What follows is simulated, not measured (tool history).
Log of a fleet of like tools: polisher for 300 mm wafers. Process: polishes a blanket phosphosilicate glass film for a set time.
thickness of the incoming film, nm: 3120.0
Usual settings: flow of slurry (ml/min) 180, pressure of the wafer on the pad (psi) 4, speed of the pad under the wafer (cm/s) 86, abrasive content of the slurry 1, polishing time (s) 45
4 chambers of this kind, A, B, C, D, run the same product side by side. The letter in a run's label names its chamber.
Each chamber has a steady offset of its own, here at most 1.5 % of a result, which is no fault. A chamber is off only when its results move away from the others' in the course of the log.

run	hour	flow of slurry (ml/min)	pressure of the wafer on the pad (psi)	speed of the pad under the wafer (cm/s)	abrasive content of the slurry	polishing time (s)	film removed (Å)
# hour 6.6: chamber B: worn pad replaced by a new one
1B	9.2	180	4	86	1	45	4124
2A	18.5	180	4	86	1	45	4189.4
3C	24.9	180	4	86	1	45	4115.4
4D	33.5	180	4	86	1	45	4133
5D	42.6	180	4	86	1	45	3970.1
6C	48	180	4	86	1	45	4054.9
# hour 52.7: chamber C: worn pad replaced by a new one
7B	55.5	180	4	86	1	45	4173.6
# hour 57.1: chamber A: slurry nozzle cleaned
# hour 58.6: chamber A: worn pad replaced by a new one
8A	63.4	180	4	86	1	45	4290.8
9D	71.6	180	4	86	1	45	4112.6
# hour 72.3: chamber D: worn pad replaced by a new one
# hour 74.2: chamber B: worn pad replaced by a new one
10C	78	180	4	86	1	45	4141.4
11B	84.9	180	4	86	1	45	4124.7
12A	93.2	180	4	86	1	45	4114.2
# hour 96.3: chamber A: conditioning disc replaced and pad reconditioned
13C	98.3	155	4	74	1	45	3690.5
14D	107.5	155	4	74	1	45	3472.4
15B	113.9	155	4	74	1	45	3540.9
16A	119.9	155	4	74	1	45	3616.4
17B	127.1	180	4	86	1	45	4091.8
# hour 132.7: chamber A: worn pad replaced by a new one
18A	134.6	180	4	86	1	45	4216.6
# hour 134.7: chamber B: conditioning disc replaced and pad reconditioned
# hour 135.3: chamber B: worn pad replaced by a new one
# hour 135.7: chamber C: worn pad replaced by a new one
19D	141.4	180	4	86	1	45	4090.8
# hour 143.6: chamber A: slurry blender recalibrated
# hour 146.6: chamber D: slurry blender recalibrated
20C	148.6	240	4	86	1	39	3801.3
21B	153.6	240	4	86	1	39	3589.2
22A	158.1	240	4	86	1	39	3797.5
# hour 164.8: chamber D: slurry nozzle cleaned
23C	165	240	4	86	1	39	3694.8
24D	169.6	180	4	86	1	45	4019.7
# hour 171.9: chamber D: worn pad replaced by a new one
# hour 172.7: chamber A: head pressure recalibrated
25A	173.9	180	4	86	1	45	4132.5
26C	183.3	180	4	86	1	45	4116.8
27D	191.2	180	4	86	1	45	4080.9
# hour 194.3: chamber B: worn pad replaced by a new one
28B	200.5	180	4	86	1	45	3754.7
29C	206.4	180	4	86	1	30	2715.3
# hour 214.1: chamber B: slurry nozzle cleaned
30A	215	180	4	86	1	30	2821.5
31B	224.2	180	4	86	1	30	2488.3
32D	233.5	180	4	86	1	30	2765.5

Next, every chamber runs the same settings. What will each give?
33A	240.2	180	4	74	1	45	?
33B	240.2	180	4	74	1	45	?
33C	240.2	180	4	74	1	45	?
33D	240.2	180	4	74	1	45	?

run	film removed (Å)
33A	3721.5
33B	3170.5
33C	3689.2
33D	3596.8

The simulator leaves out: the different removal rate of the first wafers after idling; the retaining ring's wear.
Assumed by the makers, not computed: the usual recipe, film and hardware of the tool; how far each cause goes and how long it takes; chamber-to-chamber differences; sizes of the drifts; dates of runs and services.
